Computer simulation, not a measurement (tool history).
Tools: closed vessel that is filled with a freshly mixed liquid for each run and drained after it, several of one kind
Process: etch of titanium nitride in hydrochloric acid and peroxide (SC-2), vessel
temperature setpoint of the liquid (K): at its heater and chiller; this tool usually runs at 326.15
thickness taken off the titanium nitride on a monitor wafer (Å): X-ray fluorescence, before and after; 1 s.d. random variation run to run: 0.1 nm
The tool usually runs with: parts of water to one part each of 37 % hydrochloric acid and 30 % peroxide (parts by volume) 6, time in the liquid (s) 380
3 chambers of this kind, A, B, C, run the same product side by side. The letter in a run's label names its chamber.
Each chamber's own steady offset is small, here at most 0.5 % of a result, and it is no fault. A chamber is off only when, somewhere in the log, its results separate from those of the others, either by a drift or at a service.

run   hour  temperature setpoint of the liquid (K)  parts of water to one part each of 37 % hydrochloric acid and 30 % peroxide (parts by volume)  time in the liquid (s)  read-back film thickness of the titanium nitride reference wafer, read on the same gauge (nm)  thickness taken off the titanium nitride on a monitor wafer (Å)
 1A    2.7                                  326.15                                                                                              6                     380                                                                                         70.011                                                           191.14
 2B      5                                  326.15                                                                                              6                     380                                                                                         69.985                                                           191.15
 3C      8                                  326.15                                                                                              6                     380                                                                                         69.994                                                            192.7
 4A   12.2                                  326.15                                                                                              6                     380                                                                                         69.973                                                           190.58
 5C   15.4                                  326.15                                                                                              6                     380                                                                                         70.011                                                           189.24
 6B   18.8                                  321.65                                                                                              9                     380                                                                                         70.001                                                           103.17
 7B   21.2                                  321.65                                                                                              9                     380                                                                                         69.966                                                           102.86
 8C   26.3                                  321.65                                                                                              9                     380                                                                                         70.032                                                           102.53
 9A   29.1                                  326.15                                                                                              6                     380                                                                                         70.015                                                           191.53
10A   33.3                                  326.15                                                                                              6                     380                                                                                         69.974                                                           189.46
11B   38.1                                  326.15                                                                                              6                     380                                                                                         69.983                                                           191.06
12C   40.6                                  326.15                                                                                              6                     380                                                                                         69.972                                                           190.11
13C   43.5                                  326.15                                                                                              6                     255                                                                                         70.007                                                           127.31
14B   46.5                                  326.15                                                                                              6                     255                                                                                         69.991                                                           128.78
15A   49.1                                  326.15                                                                                              6                     255                                                                                         70.041                                                           128.58
16C   51.5                                  326.15                                                                                              6                     380                                                                                         70.009                                                           188.46
17A   55.4                                  326.15                                                                                              6                     380                                                                                         70.004                                                           190.51
18B   59.6                                  326.15                                                                                              6                     380                                                                                         70.015                                                           193.06
19C   62.3                                  326.15                                                                                              6                     380                                                                                         69.994                                                           187.02
20A   66.1                                  326.15                                                                                              6                     380                                                                                         69.979                                                           190.73
21B   69.7                                  326.15                                                                                              6                     380                                                                                         69.972                                                           192.28
22A   74.5                                  326.15                                                                                              6                     380                                                                                         70.031                                                           189.62
23C   78.4                                  326.15                                                                                              6                     380                                                                                         70.028                                                           187.44
24B   83.3                                  326.15                                                                                              4                     495                                                                                         69.996                                                           331.32
25A     86                                  326.15                                                                                              4                     495                                                                                         70.009                                                           331.05
26C   88.9                                  326.15                                                                                              4                     495                                                                                         70.019                                                           317.59
27B   93.9                                  326.15                                                                                              6                     380                                                                                         70.021                                                           189.85
28B   96.7                                  326.15                                                                                              6                     300                                                                                         70.004                                                           151.93
29C  101.5                                  326.15                                                                                              6                     300                                                                                         70.015                                                           143.17
30A  104.6                                  326.15                                                                                              6                     300                                                                                          70.02                                                           151.07
31C    108                                  326.15                                                                                              6                     380                                                                                         69.993                                                           182.91
32A  110.3                                  326.15                                                                                              6                     380                                                                                         69.992                                                           192.14

Decide between three cases: one chamber stands off from its peers, the gauge reading all wafers drifts, or nothing is wrong past each chamber's small offset. Where a chamber is off, say which and what most likely put it there.

One chamber, C, drifts off from the rest bit by bit.
Likeliest cause: peroxide weaker than its label (%) = 5.44.
It could be hard to tell apart here from: liquid colder than its thermometer reads (K); chemicals flow below the setpoint (%).

Here are 4 candidates for chamber C's next run, each the usual settings with a change, their results left as question marks. Which one brings its results back in line with what the others give on the usual settings?
In-line tolerance around the mean of the other chambers on the usual settings: thickness taken off the titanium nitride on a monitor wafer (Å) 3.7
33C-1  114.1                                  326.15                                                                                              6                     385                                                                                                                                                               ?
33C-2  114.1                                  326.65                                                                                              6                     390                                                                                                                                                               ?
33C-3  114.1                                  326.15                                                                                            6.5                     380                                                                                                                                                               ?
33C-4  114.1                                  326.15                                                                                              6                     375                                                                                                                                                               ?

The mean the other chambers reach with the usual settings: thickness taken off the titanium nitride on a monitor wafer (Å) 191.12
  run  thickness taken off the titanium nitride on a monitor wafer (Å)
33C-1                                                           183.86
33C-2                                                           192.43
33C-3                                                           170.89
33C-4                                                           179.08
Change 33C-2 lands the chamber within the allowed miss of the other chambers.
